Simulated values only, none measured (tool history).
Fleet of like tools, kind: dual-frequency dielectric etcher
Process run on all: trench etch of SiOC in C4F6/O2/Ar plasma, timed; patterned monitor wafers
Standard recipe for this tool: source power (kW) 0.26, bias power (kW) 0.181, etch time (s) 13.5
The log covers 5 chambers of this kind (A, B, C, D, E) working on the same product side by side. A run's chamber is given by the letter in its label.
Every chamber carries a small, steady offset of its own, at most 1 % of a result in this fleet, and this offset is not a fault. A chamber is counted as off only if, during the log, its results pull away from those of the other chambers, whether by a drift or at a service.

| run | hour | source power (kW) | bias power (kW) | etch time (s) | read-back reference wafer on the same gauge, depth_nm | mean etch depth across the wafer (Å) |
|---|---|---|---|---|---|---|
| 1B | 10.5 | 0.26 | 0.181 | 13.5 | 22.891 | 241.36 |
| 2E | 18.8 | 0.26 | 0.181 | 13.5 | 22.88 | 238.42 |
|  | 24.9 | chamber C: wet clean of the chamber |
| 3C | 30.9 | 0.26 | 0.181 | 13.5 | 22.902 | 237.93 |
| 4D | 40.8 | 0.26 | 0.181 | 13.5 | 22.896 | 238.48 |
| 5A | 52.2 | 0.26 | 0.181 | 13.5 | 22.894 | 237.7 |
| 6A | 64 | 0.26 | 0.181 | 13.5 | 22.897 | 237.6 |
| 7B | 73.6 | 0.26 | 0.181 | 13.5 | 22.9 | 239.9 |
| 8E | 84.3 | 0.26 | 0.181 | 13.5 | 22.905 | 236.96 |
|  | 93.6 | chamber A: wet clean of the chamber |
| 9C | 95.6 | 0.26 | 0.181 | 13.5 | 22.894 | 238.16 |
| 10D | 103.7 | 0.26 | 0.181 | 13.5 | 22.916 | 238.52 |
| 11A | 112.1 | 0.26 | 0.181 | 13.5 | 22.9 | 237.8 |
| 12E | 123.6 | 0.26 | 0.181 | 13.5 | 22.893 | 235.67 |
| 13D | 134.9 | 0.26 | 0.181 | 13.5 | 22.896 | 238.92 |
|  | 139.2 | chamber E: wet clean of the chamber |
| 14C | 142.9 | 0.26 | 0.196 | 13.5 | 22.921 | 244.52 |
| 15B | 150.5 | 0.26 | 0.196 | 13.5 | 22.905 | 241.89 |
| 16C | 156.7 | 0.26 | 0.196 | 13.5 | 22.9 | 242.6 |
| 17D | 163.5 | 0.26 | 0.196 | 13.5 | 22.879 | 245.99 |
| 18E | 170.9 | 0.26 | 0.196 | 13.5 | 22.9 | 242.14 |
| 19B | 181.2 | 0.26 | 0.181 | 13.5 | 22.917 | 233.83 |
| 20A | 189.9 | 0.26 | 0.181 | 13.5 | 22.931 | 236.71 |
| 21D | 197.4 | 0.26 | 0.181 | 13.5 | 22.901 | 240.11 |
| 22C | 204.2 | 0.26 | 0.181 | 13.5 | 22.911 | 236.36 |
| 23A | 213.4 | 0.26 | 0.181 | 13.5 | 22.893 | 236.39 |
| 24E | 224.5 | 0.26 | 0.181 | 13.5 | 22.886 | 236.27 |
|  | 226.3 | chamber D: wet clean of the chamber |
| 25B | 230.4 | 0.26 | 0.181 | 13.5 | 22.888 | 231.79 |
| 26D | 238.6 | 0.26 | 0.181 | 13.5 | 22.901 | 240.3 |
| 27E | 247.2 | 0.26 | 0.181 | 13.5 | 22.89 | 238.04 |
| 28B | 256.5 | 0.26 | 0.181 | 13.5 | 22.884 | 230.68 |
| 29A | 263.5 | 0.26 | 0.181 | 13.5 | 22.9 | 236.97 |
| 30C | 274.3 | 0.26 | 0.181 | 13.5 | 22.914 | 236.96 |
| 31D | 284 | 0.26 | 0.181 | 13.5 | 22.912 | 240.74 |
| 32A | 294.9 | 0.26 | 0.181 | 13.5 | 22.889 | 236.81 |
| 33E | 306.4 | 0.26 | 0.181 | 13.5 | 22.897 | 236.28 |

All 5 chambers run these settings next. Forecast each chamber's results:
| 34A | 315 | 0.26 | 0.181 | 13.5 |  | ? |
| 34B | 315 | 0.26 | 0.181 | 13.5 |  | ? |
| 34C | 315 | 0.26 | 0.181 | 13.5 |  | ? |
| 34D | 315 | 0.26 | 0.181 | 13.5 |  | ? |
| 34E | 315 | 0.26 | 0.181 | 13.5 |  | ? |

| run | mean etch depth across the wafer (Å) |
|---|---|
| 34A | 236.94 |
| 34B | 228.01 |
| 34C | 237.03 |
| 34D | 239.19 |
| 34E | 237.66 |

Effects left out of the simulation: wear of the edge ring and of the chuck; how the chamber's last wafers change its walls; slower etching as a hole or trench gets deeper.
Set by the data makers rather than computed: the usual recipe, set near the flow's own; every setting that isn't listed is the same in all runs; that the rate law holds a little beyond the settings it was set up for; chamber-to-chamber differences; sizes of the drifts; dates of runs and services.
